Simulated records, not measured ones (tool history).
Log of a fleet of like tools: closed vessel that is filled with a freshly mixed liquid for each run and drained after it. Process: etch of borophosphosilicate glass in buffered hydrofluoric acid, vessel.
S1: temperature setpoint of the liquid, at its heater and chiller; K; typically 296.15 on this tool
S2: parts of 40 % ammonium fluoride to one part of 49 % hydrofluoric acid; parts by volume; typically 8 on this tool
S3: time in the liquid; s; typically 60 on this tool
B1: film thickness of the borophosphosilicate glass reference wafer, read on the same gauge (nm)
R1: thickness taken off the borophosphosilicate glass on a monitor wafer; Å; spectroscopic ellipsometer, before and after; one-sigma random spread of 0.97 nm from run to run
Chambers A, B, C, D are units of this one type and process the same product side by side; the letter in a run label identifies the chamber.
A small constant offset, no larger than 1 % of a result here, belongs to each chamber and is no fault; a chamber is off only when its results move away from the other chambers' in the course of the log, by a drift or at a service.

Run 1A, hour 6.8: usual settings; B1 99.982. Result: R1 1620.4 Å.
Run 2C, hour 13.2: usual settings; B1 99.977. Result: R1 1606.4 Å.
Run 3B, hour 16.9: usual settings; B1 99.998. Result: R1 1608.6 Å.
Run 4D, hour 21.2: usual settings; B1 100.01. Result: R1 1603.4 Å.
At hour 22.7: chamber A: thermometer replaced.
Run 5C, hour 26.5: usual settings; B1 99.998. Result: R1 1602.5 Å.
Run 6A, hour 31.1: usual settings; B1 100.01. Result: R1 1615.3 Å.
Run 7B, hour 36.8: usual settings; B1 99.984. Result: R1 1592.2 Å.
Run 8D, hour 40.1: usual settings but S1 291.65 K; B1 100. Result: R1 1255.4 Å.
Run 9B, hour 43.1: usual settings but S1 291.65 K; B1 100.01. Result: R1 1239.8 Å.
Run 10A, hour 48.4: usual settings but S1 291.65 K; B1 100.05. Result: R1 1250.5 Å.
Run 11C, hour 52.9: usual settings but S1 291.65 K; B1 100.02. Result: R1 1268.2 Å.
Run 12D, hour 58.9: usual settings but S1 292.65 K, S3 80 s; B1 99.951. Result: R1 1756.8 Å.
Run 13B, hour 63.3: usual settings but S1 292.65 K, S3 80 s; B1 99.988. Result: R1 1764.5 Å.
Run 14A, hour 66.6: usual settings but S1 292.65 K, S3 80 s; B1 99.983. Result: R1 1765.6 Å.
Run 15D, hour 70.3: usual settings but S1 292.65 K, S3 80 s; B1 99.997. Result: R1 1760.5 Å.
Run 16C, hour 76.6: usual settings; B1 99.982. Result: R1 1615.8 Å.
Run 17A, hour 83.1: usual settings; B1 99.97. Result: R1 1613.3 Å.
Run 18B, hour 86.8: usual settings; B1 99.999. Result: R1 1592.8 Å.
Run 19D, hour 93.2: usual settings; B1 99.987. Result: R1 1603.6 Å.
Run 20C, hour 97.4: usual settings; B1 99.97. Result: R1 1624.4 Å.
Run 21D, hour 102.1: usual settings but S1 298.65 K, S2 6.5 parts by volume; B1 99.999. Result: R1 2291.1 Å.
Run 22C, hour 105.9: usual settings but S1 298.65 K, S2 6.5 parts by volume; B1 100. Result: R1 2296.1 Å.
Run 23A, hour 110: usual settings but S1 298.65 K, S2 6.5 parts by volume; B1 99.985. Result: R1 2277.9 Å.
Run 24B, hour 115: usual settings but S1 298.65 K, S2 6.5 parts by volume; B1 99.978. Result: R1 2262.3 Å.
Run 25D, hour 120.1: usual settings; B1 100.01. Result: R1 1629.2 Å.
Run 26B, hour 124.4: usual settings; B1 100. Result: R1 1606.6 Å.
Run 27A, hour 130.9: usual settings; B1 100.01. Result: R1 1628.8 Å.
Run 28C, hour 136.2: usual settings; B1 99.971. Result: R1 1645.3 Å.
Run 29A, hour 140.7: usual settings; B1 99.97. Result: R1 1627.4 Å.
Run 30D, hour 146.6: usual settings; B1 99.97. Result: R1 1616.9 Å.
Run 31C, hour 152.8: usual settings; B1 99.986. Result: R1 1667 Å.
Run 32B, hour 156.1: usual settings; B1 99.958. Result: R1 1593.6 Å.
Run 33A, hour 160.5: usual settings; B1 100.02. Result: R1 1610.1 Å.
Run 34C, hour 166.1: usual settings; B1 99.974. Result: R1 1701.6 Å.
Run 35D, hour 172.2: usual settings; B1 99.998. Result: R1 1614.3 Å.
Run 36B, hour 176.1: usual settings but S1 292.65 K; B1 99.994. Result: R1 1305.1 Å.

Predict what each chamber gives when all 4 of them run the settings below next.
Run 37A, hour 181: usual settings but S1 299.65 K. Result: R1 ?.
Run 37B, hour 181: usual settings but S1 299.65 K. Result: R1 ?.
Run 37C, hour 181: usual settings but S1 299.65 K. Result: R1 ?.
Run 37D, hour 181: usual settings but S1 299.65 K. Result: R1 ?.

run      R1
37A  1958.2
37B  1933.5
37C  2048.7
37D  1946.3

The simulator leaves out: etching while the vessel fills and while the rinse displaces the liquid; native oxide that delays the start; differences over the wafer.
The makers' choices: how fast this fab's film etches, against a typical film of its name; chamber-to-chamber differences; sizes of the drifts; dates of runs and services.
